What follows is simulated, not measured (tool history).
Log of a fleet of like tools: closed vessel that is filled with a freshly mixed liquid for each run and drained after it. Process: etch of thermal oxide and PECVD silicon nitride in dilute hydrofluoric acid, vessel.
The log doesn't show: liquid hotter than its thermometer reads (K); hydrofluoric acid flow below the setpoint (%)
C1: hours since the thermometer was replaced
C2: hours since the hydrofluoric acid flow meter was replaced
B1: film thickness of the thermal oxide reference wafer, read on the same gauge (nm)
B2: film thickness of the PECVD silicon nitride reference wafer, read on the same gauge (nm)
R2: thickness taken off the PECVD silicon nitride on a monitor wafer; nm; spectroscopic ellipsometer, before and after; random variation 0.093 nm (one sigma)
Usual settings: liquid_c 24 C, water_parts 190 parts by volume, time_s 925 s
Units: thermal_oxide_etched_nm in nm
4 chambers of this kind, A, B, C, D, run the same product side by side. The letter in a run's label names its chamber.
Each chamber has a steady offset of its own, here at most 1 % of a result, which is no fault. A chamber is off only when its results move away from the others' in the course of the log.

Run 1C, hour 5.4: usual settings; C1 1476.4; C2 126; B1 60.008; B2 89.992. Result: thermal_oxide_etched_nm 20.834 nm, R2 27.811 nm.
Run 2D, hour 14.7: usual settings; C1 1083.5; C2 420.6; B1 59.98; B2 89.994. Result: thermal_oxide_etched_nm 21.36 nm, R2 28.249 nm.
Run 3A, hour 22.2: usual settings; C1 231.6; C2 577.9; B1 60.039; B2 89.993. Result: thermal_oxide_etched_nm 21.191 nm, R2 27.787 nm.
Run 4B, hour 32.7: usual settings; C1 722.1; C2 47.8; B1 60.052; B2 89.975. Result: thermal_oxide_etched_nm 20.834 nm, R2 27.924 nm.
Run 5B, hour 38.4: usual settings; C1 727.8; C2 53.5; B1 60.025; B2 90.01. Result: thermal_oxide_etched_nm 21.033 nm, R2 27.895 nm.
Run 6D, hour 43.7: usual settings; C1 1112.5; C2 449.6; B1 59.93; B2 89.976. Result: thermal_oxide_etched_nm 21.259 nm, R2 28.149 nm.
Run 7A, hour 52.1: usual settings but water_parts 280 parts by volume; C1 261.5; C2 607.8; B1 60.002; B2 90.024. Result: thermal_oxide_etched_nm 13.081 nm, R2 18.923 nm.
Run 8C, hour 61.2: usual settings but water_parts 280 parts by volume; C1 1532.2; C2 181.8; B1 60.021; B2 90.004. Result: thermal_oxide_etched_nm 13.002 nm, R2 18.921 nm.
Run 9B, hour 71.6: usual settings but water_parts 280 parts by volume; C1 761; C2 86.7; B1 59.984; B2 89.98. Result: thermal_oxide_etched_nm 12.797 nm, R2 19.242 nm.
Run 10D, hour 81.9: usual settings but water_parts 280 parts by volume; C1 1150.7; C2 487.8; B1 60.032; B2 89.984. Result: thermal_oxide_etched_nm 13.112 nm, R2 19.038 nm.
Run 11C, hour 89: usual settings; C1 1560; C2 209.6; B1 60.014; B2 90.018. Result: thermal_oxide_etched_nm 21.307 nm, R2 27.8 nm.
Run 12A, hour 96.1: usual settings; C1 305.5; C2 651.8; B1 60.029; B2 90.002. Result: thermal_oxide_etched_nm 20.417 nm, R2 27.236 nm.
Run 13D, hour 103.8: usual settings; C1 1172.6; C2 509.7; B1 60.024; B2 90.031. Result: thermal_oxide_etched_nm 21.288 nm, R2 28.135 nm.
Run 14C, hour 114.6: usual settings; C1 1585.6; C2 235.2; B1 60.001; B2 89.989. Result: thermal_oxide_etched_nm 20.762 nm, R2 27.731 nm.
Run 15B, hour 126: usual settings; C1 815.4; C2 141.1; B1 60.039; B2 89.988. Result: thermal_oxide_etched_nm 20.834 nm, R2 27.874 nm.
Run 16A, hour 132.9: usual settings; C1 342.3; C2 688.6; B1 59.978; B2 90.01. Result: thermal_oxide_etched_nm 20.215 nm, R2 26.816 nm.
Run 17C, hour 143.4: usual settings; C1 1614.4; C2 264; B1 59.996; B2 90.004. Result: thermal_oxide_etched_nm 21.025 nm, R2 27.651 nm.
Run 18A, hour 152.1: usual settings but liquid_c 28 C; C1 361.5; C2 707.8; B1 60.033; B2 90.012. Result: thermal_oxide_etched_nm 22.958 nm, R2 34.143 nm.
Run 19D, hour 160.6: usual settings but liquid_c 28 C; C1 1229.4; C2 566.5; B1 60.016; B2 90.018. Result: thermal_oxide_etched_nm 24.295 nm, R2 36.103 nm.
Run 20B, hour 167.2: usual settings but liquid_c 28 C; C1 856.6; C2 182.3; B1 60.008; B2 90.009. Result: thermal_oxide_etched_nm 24.119 nm, R2 36.004 nm.
Run 21D, hour 178.3: usual settings but liquid_c 28 C; C1 1247.1; C2 584.2; B1 60.038; B2 89.971. Result: thermal_oxide_etched_nm 24.432 nm, R2 36.181 nm.
Run 22A, hour 187.5: usual settings but time_s 1100 s; C1 396.9; C2 743.2; B1 60.021; B2 89.983. Result: thermal_oxide_etched_nm 23.209 nm, R2 31.457 nm.
Run 23B, hour 195.2: usual settings but time_s 1100 s; C1 884.6; C2 210.3; B1 59.955; B2 90.013. Result: thermal_oxide_etched_nm 24.658 nm, R2 33.063 nm.
At hour 201.4: chamber D: hydrofluoric acid flow meter replaced.
Run 24C, hour 203.4: usual settings but time_s 1100 s; C1 1674.4; C2 324; B1 60.009; B2 90.013. Result: thermal_oxide_etched_nm 25.3 nm, R2 33.033 nm.
Run 25C, hour 210.1: usual settings but time_s 1100 s; C1 1681.1; C2 330.7; B1 60.005; B2 89.992. Result: thermal_oxide_etched_nm 25.094 nm, R2 32.974 nm.
Run 26A, hour 219.5: usual settings; C1 428.9; C2 775.2; B1 60.019; B2 89.972. Result: thermal_oxide_etched_nm 19.353 nm, R2 25.954 nm.
Run 27B, hour 231.5: usual settings; C1 920.9; C2 246.6; B1 59.979; B2 90.032. Result: thermal_oxide_etched_nm 20.787 nm, R2 27.848 nm.
Run 28D, hour 239: usual settings; C1 1307.8; C2 37.7; B1 59.979; B2 90.009. Result: thermal_oxide_etched_nm 21.478 nm, R2 28.018 nm.

All 4 chambers run these settings next. Forecast each chamber's results:
Run 29A, hour 247.6: usual settings but liquid_c 27.5 C. Result: thermal_oxide_etched_nm ?, R2 ?.
Run 29B, hour 247.6: usual settings but liquid_c 27.5 C. Result: thermal_oxide_etched_nm ?, R2 ?.
Run 29C, hour 247.6: usual settings but liquid_c 27.5 C. Result: thermal_oxide_etched_nm ?, R2 ?.
Run 29D, hour 247.6: usual settings but liquid_c 27.5 C. Result: thermal_oxide_etched_nm ?, R2 ?.

run  thermal_oxide_etched_nm      R2
29A                   21.549  31.972
29B                   24.021  34.741
29C                   23.799   34.29
29D                   24.367  34.943
